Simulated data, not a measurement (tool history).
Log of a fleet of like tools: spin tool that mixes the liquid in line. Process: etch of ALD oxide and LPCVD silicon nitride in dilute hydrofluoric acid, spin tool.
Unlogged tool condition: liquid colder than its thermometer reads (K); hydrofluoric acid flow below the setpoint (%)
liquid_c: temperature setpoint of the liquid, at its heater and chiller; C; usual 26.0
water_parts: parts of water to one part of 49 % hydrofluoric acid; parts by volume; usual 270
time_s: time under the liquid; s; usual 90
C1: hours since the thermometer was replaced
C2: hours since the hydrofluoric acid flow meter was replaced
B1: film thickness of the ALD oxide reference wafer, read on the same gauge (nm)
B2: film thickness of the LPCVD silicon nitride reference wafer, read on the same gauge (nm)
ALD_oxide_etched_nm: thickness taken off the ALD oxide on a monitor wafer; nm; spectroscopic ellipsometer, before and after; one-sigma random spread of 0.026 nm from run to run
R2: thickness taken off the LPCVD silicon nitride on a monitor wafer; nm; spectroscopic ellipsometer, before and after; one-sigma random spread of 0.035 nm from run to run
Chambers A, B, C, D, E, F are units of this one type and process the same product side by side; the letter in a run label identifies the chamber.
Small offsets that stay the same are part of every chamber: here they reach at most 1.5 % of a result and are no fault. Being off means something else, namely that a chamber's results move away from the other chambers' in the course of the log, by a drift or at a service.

At hour 6.0: chamber F: thermometer replaced.
Run 1C, hour 7.0: usual settings; C1 1061.2; C2 326.1; B1 89.999; B2 79.980. Result: ALD_oxide_etched_nm 4.4314 nm, R2 0.21391 nm.
Run 2F, hour 15.2: usual settings; C1 9.2; C2 2071.1; B1 89.999; B2 79.987. Result: ALD_oxide_etched_nm 4.4504 nm, R2 0.12422 nm.
Run 3B, hour 23.4: usual settings; C1 319.8; C2 1301.2; B1 90.014; B2 80.020. Result: ALD_oxide_etched_nm 4.4090 nm, R2 0.14431 nm.
Run 4A, hour 34.0: usual settings; C1 1072.5; C2 1051.0; B1 89.986; B2 80.000. Result: ALD_oxide_etched_nm 4.4581 nm, R2 0.20207 nm.
Run 5D, hour 43.6: usual settings; C1 899.1; C2 293.3; B1 89.970; B2 80.015. Result: ALD_oxide_etched_nm 4.4091 nm, R2 0.16008 nm.
Run 6E, hour 50.1: usual settings; C1 300.6; C2 1451.2; B1 90.015; B2 80.014. Result: ALD_oxide_etched_nm 4.4378 nm, R2 0.11830 nm.
Run 7E, hour 59.6: usual settings; C1 310.1; C2 1460.7; B1 89.983; B2 79.985. Result: ALD_oxide_etched_nm 4.4335 nm, R2 0.14445 nm.
Run 8B, hour 67.5: usual settings but time_s 125 s; C1 363.9; C2 1345.3; B1 89.990; B2 79.993. Result: ALD_oxide_etched_nm 6.0244 nm, R2 0.22974 nm.
Run 9F, hour 78.0: usual settings but time_s 125 s; C1 72.0; C2 2133.9; B1 90.004; B2 80.010. Result: ALD_oxide_etched_nm 6.2178 nm, R2 0.16123 nm.
Run 10D, hour 85.8: usual settings but time_s 125 s; C1 941.3; C2 335.5; B1 90.012; B2 79.981. Result: ALD_oxide_etched_nm 6.0823 nm, R2 0.21403 nm.
Run 11C, hour 96.0: usual settings but time_s 125 s; C1 1150.2; C2 415.1; B1 89.973; B2 80.006. Result: ALD_oxide_etched_nm 6.1524 nm, R2 0.18818 nm.
Run 12A, hour 107.7: usual settings but time_s 125 s; C1 1146.2; C2 1124.7; B1 90.004; B2 79.976. Result: ALD_oxide_etched_nm 6.0705 nm, R2 0.19250 nm.
At hour 114.3: chamber F: hydrofluoric acid flow meter replaced.
At hour 115.2: chamber D: thermometer replaced.
Run 13F, hour 115.6: usual settings but time_s 125 s; C1 109.6; C2 1.4; B1 90.019; B2 79.994. Result: ALD_oxide_etched_nm 6.1365 nm, R2 0.18393 nm.
Run 14D, hour 124.4: usual settings; C1 9.3; C2 374.1; B1 90.001; B2 79.975. Result: ALD_oxide_etched_nm 4.4405 nm, R2 0.19173 nm.
Run 15C, hour 130.8: usual settings; C1 1185.0; C2 449.9; B1 90.002; B2 80.003. Result: ALD_oxide_etched_nm 4.4599 nm, R2 0.18640 nm.
Run 16A, hour 143.5: usual settings but liquid_c 28.5 C, water_parts 205 parts by volume; C1 1182.0; C2 1160.5; B1 90.027; B2 79.997. Result: ALD_oxide_etched_nm 6.7621 nm, R2 0.33405 nm.
Run 17E, hour 149.9: usual settings but liquid_c 28.5 C, water_parts 205 parts by volume; C1 400.4; C2 1551.0; B1 89.997; B2 80.003. Result: ALD_oxide_etched_nm 6.8650 nm, R2 0.30486 nm.
Run 18B, hour 162.7: usual settings but liquid_c 28.5 C, water_parts 205 parts by volume; C1 459.1; C2 1440.5; B1 89.993; B2 80.009. Result: ALD_oxide_etched_nm 6.7068 nm, R2 0.28139 nm.
Run 19A, hour 168.8: usual settings but liquid_c 28.5 C, water_parts 205 parts by volume; C1 1207.3; C2 1185.8; B1 89.985; B2 79.977. Result: ALD_oxide_etched_nm 6.7795 nm, R2 0.24706 nm.
At hour 170.8: chamber B: hydrofluoric acid flow meter replaced.
Run 20F, hour 177.4: usual settings but liquid_c 28.5 C, water_parts 205 parts by volume; C1 171.4; C2 63.2; B1 89.991; B2 79.985. Result: ALD_oxide_etched_nm 6.8606 nm, R2 0.31403 nm.
Run 21E, hour 185.5: usual settings but liquid_c 28.5 C, water_parts 205 parts by volume; C1 436.0; C2 1586.6; B1 89.976; B2 79.968. Result: ALD_oxide_etched_nm 6.8415 nm, R2 0.30948 nm.
Run 22C, hour 197.4: usual settings; C1 1251.6; C2 516.5; B1 90.019; B2 79.993. Result: ALD_oxide_etched_nm 4.4609 nm, R2 0.17548 nm.
Run 23D, hour 210.1: usual settings; C1 95.0; C2 459.8; B1 90.016; B2 79.990. Result: ALD_oxide_etched_nm 4.4229 nm, R2 0.21327 nm.
Run 24B, hour 217.8: usual settings; C1 514.2; C2 47.1; B1 89.993; B2 80.006. Result: ALD_oxide_etched_nm 4.3491 nm, R2 0.17545 nm.
Run 25C, hour 228.2: usual settings; C1 1282.4; C2 547.3; B1 89.987; B2 79.990. Result: ALD_oxide_etched_nm 4.4445 nm, R2 0.17728 nm.
Run 26F, hour 237.2: usual settings; C1 231.2; C2 123.0; B1 90.009; B2 80.008. Result: ALD_oxide_etched_nm 4.5354 nm, R2 0.20401 nm.
Run 27B, hour 250.5: usual settings; C1 546.9; C2 79.8; B1 89.998; B2 80.004. Result: ALD_oxide_etched_nm 4.4107 nm, R2 0.19472 nm.
Run 28D, hour 263.2: usual settings but water_parts 210 parts by volume; C1 148.1; C2 512.9; B1 90.016; B2 80.012. Result: ALD_oxide_etched_nm 6.0691 nm, R2 0.16431 nm.
Run 29A, hour 270.9: usual settings but water_parts 210 parts by volume; C1 1309.4; C2 1287.9; B1 90.015; B2 79.987. Result: ALD_oxide_etched_nm 5.9659 nm, R2 0.24835 nm.
At hour 280.3: chamber E: thermometer replaced.
Run 30E, hour 282.2: usual settings but water_parts 210 parts by volume; C1 2.0; C2 1683.3; B1 89.967; B2 80.031. Result: ALD_oxide_etched_nm 6.0302 nm, R2 0.22951 nm.
Run 31B, hour 289.3: usual settings but water_parts 210 parts by volume; C1 585.7; C2 118.6; B1 89.999; B2 80.013. Result: ALD_oxide_etched_nm 5.9992 nm, R2 0.19877 nm.
Run 32C, hour 300.3: usual settings but water_parts 210 parts by volume; C1 1354.5; C2 619.4; B1 89.989; B2 80.000. Result: ALD_oxide_etched_nm 6.0360 nm, R2 0.14455 nm.
Run 33D, hour 306.7: usual settings but water_parts 210 parts by volume; C1 191.6; C2 556.4; B1 89.994; B2 80.000. Result: ALD_oxide_etched_nm 6.0452 nm, R2 0.23195 nm.
Run 34A, hour 318.6: usual settings; C1 1357.1; C2 1335.6; B1 90.005; B2 80.021. Result: ALD_oxide_etched_nm 4.3948 nm, R2 0.21076 nm.
Run 35E, hour 327.0: usual settings but liquid_c 30.0 C, water_parts 315 parts by volume; C1 46.8; C2 1728.1; B1 89.983; B2 80.005. Result: ALD_oxide_etched_nm 4.1362 nm, R2 0.17646 nm.
Run 36F, hour 334.8: usual settings but liquid_c 30.0 C, water_parts 315 parts by volume; C1 328.8; C2 220.6; B1 89.997; B2 80.005. Result: ALD_oxide_etched_nm 4.1564 nm, R2 0.18611 nm.
Run 37E, hour 344.3: usual settings but liquid_c 30.0 C, water_parts 315 parts by volume; C1 64.1; C2 1745.4; B1 90.016; B2 80.003. Result: ALD_oxide_etched_nm 4.1004 nm, R2 0.13439 nm.
Run 38F, hour 356.5: usual settings but liquid_c 30.0 C, water_parts 315 parts by volume; C1 350.5; C2 242.3; B1 89.981; B2 79.998. Result: ALD_oxide_etched_nm 4.1303 nm, R2 0.18533 nm.
Run 39C, hour 364.1: usual settings but liquid_c 30.0 C, water_parts 315 parts by volume; C1 1418.3; C2 683.2; B1 90.021; B2 79.991. Result: ALD_oxide_etched_nm 4.1546 nm, R2 0.20840 nm.
Run 40A, hour 375.2: usual settings but liquid_c 30.0 C, water_parts 315 parts by volume; C1 1413.7; C2 1392.2; B1 89.994; B2 80.007. Result: ALD_oxide_etched_nm 4.1162 nm, R2 0.14514 nm.
Run 41D, hour 384.8: usual settings; C1 269.7; C2 634.5; B1 89.999; B2 79.985. Result: ALD_oxide_etched_nm 4.3914 nm, R2 0.19779 nm.
Run 42B, hour 392.4: usual settings; C1 688.8; C2 221.7; B1 89.989; B2 79.996. Result: ALD_oxide_etched_nm 4.4413 nm, R2 0.23172 nm.
Run 43B, hour 398.8: usual settings but liquid_c 24.0 C, time_s 140 s; C1 695.2; C2 228.1; B1 90.009; B2 80.017. Result: ALD_oxide_etched_nm 6.3037 nm, R2 0.29015 nm.

Next, every chamber runs the same settings. What will each give?
Run 44A, hour 408.4: usual settings. Result: ALD_oxide_etched_nm ?, R2 ?.
Run 44B, hour 408.4: usual settings. Result: ALD_oxide_etched_nm ?, R2 ?.
Run 44C, hour 408.4: usual settings. Result: ALD_oxide_etched_nm ?, R2 ?.
Run 44D, hour 408.4: usual settings. Result: ALD_oxide_etched_nm ?, R2 ?.
Run 44E, hour 408.4: usual settings. Result: ALD_oxide_etched_nm ?, R2 ?.
Run 44F, hour 408.4: usual settings. Result: ALD_oxide_etched_nm ?, R2 ?.

run  ALD_oxide_etched_nm       R2
44A               4.3642  0.18419
44B               4.4205  0.10043
44C               4.3780  0.19087
44D               4.4123  0.12575
44E               4.4066  0.16349
44F               4.4208  0.19312
